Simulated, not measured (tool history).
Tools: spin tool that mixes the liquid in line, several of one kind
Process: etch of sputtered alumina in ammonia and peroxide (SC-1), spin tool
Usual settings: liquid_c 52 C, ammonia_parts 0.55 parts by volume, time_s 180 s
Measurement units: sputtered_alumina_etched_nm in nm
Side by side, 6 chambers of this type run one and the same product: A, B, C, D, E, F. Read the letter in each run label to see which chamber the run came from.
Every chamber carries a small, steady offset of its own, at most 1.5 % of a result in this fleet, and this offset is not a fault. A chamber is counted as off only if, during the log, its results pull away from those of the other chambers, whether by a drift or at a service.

| run | hour | liquid_c | ammonia_parts | time_s | hours since the thermometer was replaced | hours since the ammonia flow meter was replaced | hours since the heated supply line was repaired | hours since the drum of ammonia solution was connected | read-back film thickness of the sputtered alumina reference wafer, read on the same gauge (nm) | sputtered_alumina_etched_nm |
|---|---|---|---|---|---|---|---|---|---|---|
| 1F | 5.7 | 52 | 0.55 | 180 | 845.1 | 1804.0 | 1268.0 | 21.8 | 130.00 | 10.6580 |
| 2E | 11.6 | 52 | 0.55 | 180 | 1571.6 | 1031.7 | 1224.0 | 190.9 | 129.99 | 10.6040 |
| 3D | 18.0 | 52 | 0.55 | 180 | 428.3 | 712.0 | 188.0 | 557.2 | 130.00 | 10.6800 |
| 4A | 24.5 | 52 | 0.55 | 180 | 681.5 | 391.4 | 429.2 | 52.5 | 130.02 | 10.9720 |
| 5C | 30.7 | 52 | 0.55 | 180 | 541.9 | 1306.6 | 166.5 | 208.3 | 130.00 | 10.7800 |
| 6B | 39.4 | 48 | 0.55 | 180 | 174.4 | 230.1 | 754.3 | 45.5 | 129.98 | 8.6778 |
| 7F | 47.6 | 48 | 0.55 | 180 | 887.0 | 1845.9 | 1309.9 | 63.7 | 129.98 | 8.5025 |
| 8C | 54.9 | 48 | 0.55 | 180 | 566.1 | 1330.8 | 190.7 | 232.5 | 129.97 | 8.6498 |
| 9D | 59.4 | 48 | 0.55 | 180 | 469.7 | 753.4 | 229.4 | 598.6 | 130.03 | 8.6044 |
| 10B | 67.2 | 48 | 0.55 | 180 | 202.2 | 257.9 | 782.1 | 73.3 | 129.97 | 8.7865 |
| 11E | 75.9 | 48 | 0.55 | 180 | 1635.9 | 1096.0 | 1288.3 | 255.2 | 129.97 | 8.5452 |
| 12A | 81.2 | 52 | 0.55 | 180 | 738.2 | 448.1 | 485.9 | 109.2 | 129.99 | 10.7400 |
| 13F | 87.3 | 52 | 0.55 | 180 | 926.7 | 1885.6 | 1349.6 | 103.4 | 130.05 | 10.4440 |
| 14C | 95.8 | 52 | 0.55 | 180 | 607.0 | 1371.7 | 231.6 | 273.4 | 129.99 | 10.7180 |
| 15E | 101.7 | 52 | 0.55 | 180 | 1661.7 | 1121.8 | 1314.1 | 281.0 | 129.99 | 10.7480 |
| 16D | 107.4 | 52 | 0.55 | 180 | 517.7 | 801.4 | 277.4 | 646.6 | 130.03 | 10.8180 |
| 17A | 112.8 | 52 | 0.40 | 180 | 769.8 | 479.7 | 517.5 | 140.8 | 130.01 | 10.6050 |
|  | 113.8 | chamber E: new drum of ammonia solution connected |
| 18B | 120.2 | 52 | 0.40 | 180 | 255.2 | 310.9 | 835.1 | 126.3 | 130.03 | 10.4000 |
| 19E | 127.8 | 52 | 0.40 | 180 | 1687.8 | 1147.9 | 1340.2 | 14.1 | 129.98 | 10.3480 |
| 20B | 134.8 | 52 | 0.40 | 180 | 269.8 | 325.5 | 849.7 | 140.9 | 130.01 | 10.5160 |
| 21F | 140.9 | 52 | 0.40 | 180 | 980.3 | 1939.2 | 1403.2 | 157.0 | 130.00 | 9.9219 |
| 22A | 147.3 | 52 | 0.40 | 180 | 804.3 | 514.2 | 552.0 | 175.3 | 130.02 | 10.6170 |
| 23D | 153.4 | 52 | 0.55 | 180 | 563.7 | 847.4 | 323.4 | 692.6 | 129.98 | 10.8370 |
| 24C | 162.3 | 52 | 0.55 | 180 | 673.5 | 1438.2 | 298.1 | 339.9 | 130.03 | 10.6850 |
| 25C | 167.8 | 52 | 0.55 | 180 | 679.0 | 1443.7 | 303.6 | 345.4 | 129.99 | 10.9530 |
| 26D | 172.6 | 52 | 0.55 | 180 | 582.9 | 866.6 | 342.6 | 711.8 | 130.04 | 10.6600 |
| 27E | 177.0 | 52 | 0.55 | 180 | 1737.0 | 1197.1 | 1389.4 | 63.3 | 130.02 | 10.5840 |
| 28B | 182.2 | 52 | 0.55 | 180 | 317.2 | 372.9 | 897.1 | 188.3 | 130.01 | 10.7250 |
|  | 185.8 | chamber F: ammonia flow meter replaced |
| 29A | 189.7 | 52 | 0.55 | 180 | 846.7 | 556.6 | 594.4 | 217.7 | 130.03 | 10.7620 |
| 30F | 198.7 | 52 | 0.55 | 180 | 1038.1 | 12.9 | 1461.0 | 214.8 | 130.03 | 10.0320 |
| 31A | 203.4 | 52 | 0.75 | 180 | 860.4 | 570.3 | 608.1 | 231.4 | 129.96 | 11.2020 |
| 32E | 208.4 | 52 | 0.75 | 180 | 1768.4 | 1228.5 | 1420.8 | 94.7 | 129.98 | 11.0660 |
| 33C | 214.8 | 52 | 0.75 | 180 | 726.0 | 1490.7 | 350.6 | 392.4 | 130.05 | 11.0030 |
| 34B | 220.4 | 52 | 0.75 | 180 | 355.4 | 411.1 | 935.3 | 226.5 | 129.99 | 11.2590 |
|  | 222.4 | chamber C: new drum of ammonia solution connected |
| 35F | 226.2 | 52 | 0.75 | 180 | 1065.6 | 40.4 | 1488.5 | 242.3 | 129.98 | 10.1550 |
| 36D | 230.5 | 52 | 0.75 | 180 | 640.8 | 924.5 | 400.5 | 769.7 | 129.96 | 11.1480 |
| 37D | 237.7 | 52 | 0.55 | 180 | 648.0 | 931.7 | 407.7 | 776.9 | 130.03 | 10.7370 |
| 38E | 242.2 | 52 | 0.55 | 180 | 1802.2 | 1262.3 | 1454.6 | 128.5 | 130.02 | 10.6200 |
| 39F | 249.0 | 52 | 0.55 | 180 | 1088.4 | 63.2 | 1511.3 | 265.1 | 130.01 | 9.8277 |
| 40A | 253.3 | 52 | 0.55 | 180 | 910.3 | 620.2 | 658.0 | 281.3 | 129.99 | 10.8820 |
| 41C | 262.3 | 52 | 0.55 | 180 | 773.5 | 1538.2 | 398.1 | 39.9 | 129.96 | 10.6230 |

The same settings go to every chamber for the next run, one line per chamber below. Forecast the results for each:
| 42A | 268.7 | 52 | 0.55 | 180 |  |  |  |  |  | ? |
| 42B | 268.7 | 52 | 0.55 | 180 |  |  |  |  |  | ? |
| 42C | 268.7 | 52 | 0.55 | 180 |  |  |  |  |  | ? |
| 42D | 268.7 | 52 | 0.55 | 180 |  |  |  |  |  | ? |
| 42E | 268.7 | 52 | 0.55 | 180 |  |  |  |  |  | ? |
| 42F | 268.7 | 52 | 0.55 | 180 |  |  |  |  |  | ? |

| run | sputtered_alumina_etched_nm |
|---|---|
| 42A | 10.7480 |
| 42B | 10.7000 |
| 42C | 10.7000 |
| 42D | 10.7430 |
| 42E | 10.6250 |
| 42F | 9.7748 |
